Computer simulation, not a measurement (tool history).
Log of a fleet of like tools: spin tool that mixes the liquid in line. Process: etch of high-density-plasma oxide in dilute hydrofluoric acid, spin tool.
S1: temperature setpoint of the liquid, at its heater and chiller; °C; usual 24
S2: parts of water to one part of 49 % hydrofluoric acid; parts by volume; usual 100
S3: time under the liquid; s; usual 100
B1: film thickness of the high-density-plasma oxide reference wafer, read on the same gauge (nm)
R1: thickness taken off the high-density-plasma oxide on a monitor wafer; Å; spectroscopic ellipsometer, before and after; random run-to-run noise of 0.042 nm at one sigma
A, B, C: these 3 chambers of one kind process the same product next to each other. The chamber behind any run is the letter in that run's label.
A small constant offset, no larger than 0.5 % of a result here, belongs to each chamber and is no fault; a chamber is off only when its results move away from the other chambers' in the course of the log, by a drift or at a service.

run   hour  S1   S2   S3      B1      R1
       1.2  -- chamber B: hydrofluoric acid flow meter replaced
 1A    2.3  24  100  100  49.999  50.893
 2B    4.7  24  100  100  49.967  49.936
 3C      9  24  100  100  50.024  50.883
 4B   13.4  24  100  100  50.011  51.183
 5A   17.8  24  100  100  49.969  50.563
 6C   20.4  24  100  100  50.044  50.638
 7C   23.6  24  100  100  50.019  50.765
 8A   27.4  24  100  100  49.983  51.121
 9B   30.7  24  100  100  50.026  50.285
10A   34.1  24  100  100  50.024  50.203
11B     38  24  100  100  49.994  50.951
12C   42.1  24  100  100  49.982  51.881
13B   45.7  24  100  100  50.008  49.996
14C   49.8  24  100  100  50.013  50.276
15A   53.8  24  100  100   49.96  50.936
16C   56.2  24  100  100  49.999  50.338
17B   59.3  24  100  100   50.02   50.62
18A   61.7  24  100  100  49.993   50.69
19B   64.7  24  100  100  49.989  50.273
20A   67.4  24  100  100  49.975  50.445
21C   71.3  24  100  100  49.998  49.243
22B   75.7  24  100  100  50.004  50.698
23C   79.5  24  100  100  50.039  48.704
24A   83.8  24   60  100  49.982  88.144
25C   87.2  24   60  100  49.989  85.471
26A   91.5  24   60  100  49.984  89.005
27B   94.1  24  100  100  50.008  50.414
28B   96.3  24  100  100  49.947  50.575
29C   99.6  24  100  100   50.05  46.934
30A  101.9  24  100  100  49.959  50.763
     105.3  -- chamber B: thermometer replaced
31C  106.2  24  100  100  50.023  46.883
32B  109.5  24  100  100  49.982  50.669

What goes on in this fleet: one chamber off, a drifting gauge, or nothing beyond the chambers' own small offsets? Name the chamber and the cause, if any.

Chamber C drifts away from the others.
Likeliest cause: hydrofluoric acid flow below the setpoint (%) = 8.3.
The log might look much the same if the cause were instead: liquid colder than its thermometer reads (K).

Chamber C could run next with any of the 4 candidate recipes listed below; each alters the usual settings, and their results appear as question marks. Which one brings its results back in line with what the other chambers deliver on the usual settings?
In-line tolerance around the mean of the other chambers on the usual settings: R1 1.4 Å
33C-1  112.8  23.5  100   85       ?
33C-2  112.8    24   85  100       ?
33C-3  112.8  21.5  100  100       ?
33C-4  112.8  26.5  100  100       ?

The other chambers' mean on the usual settings: R1 50.693 Å
  run      R1
33C-1  38.555
33C-2  55.591
33C-3  41.846
33C-4  51.027
33C-4 puts the chamber back in line with the other chambers.
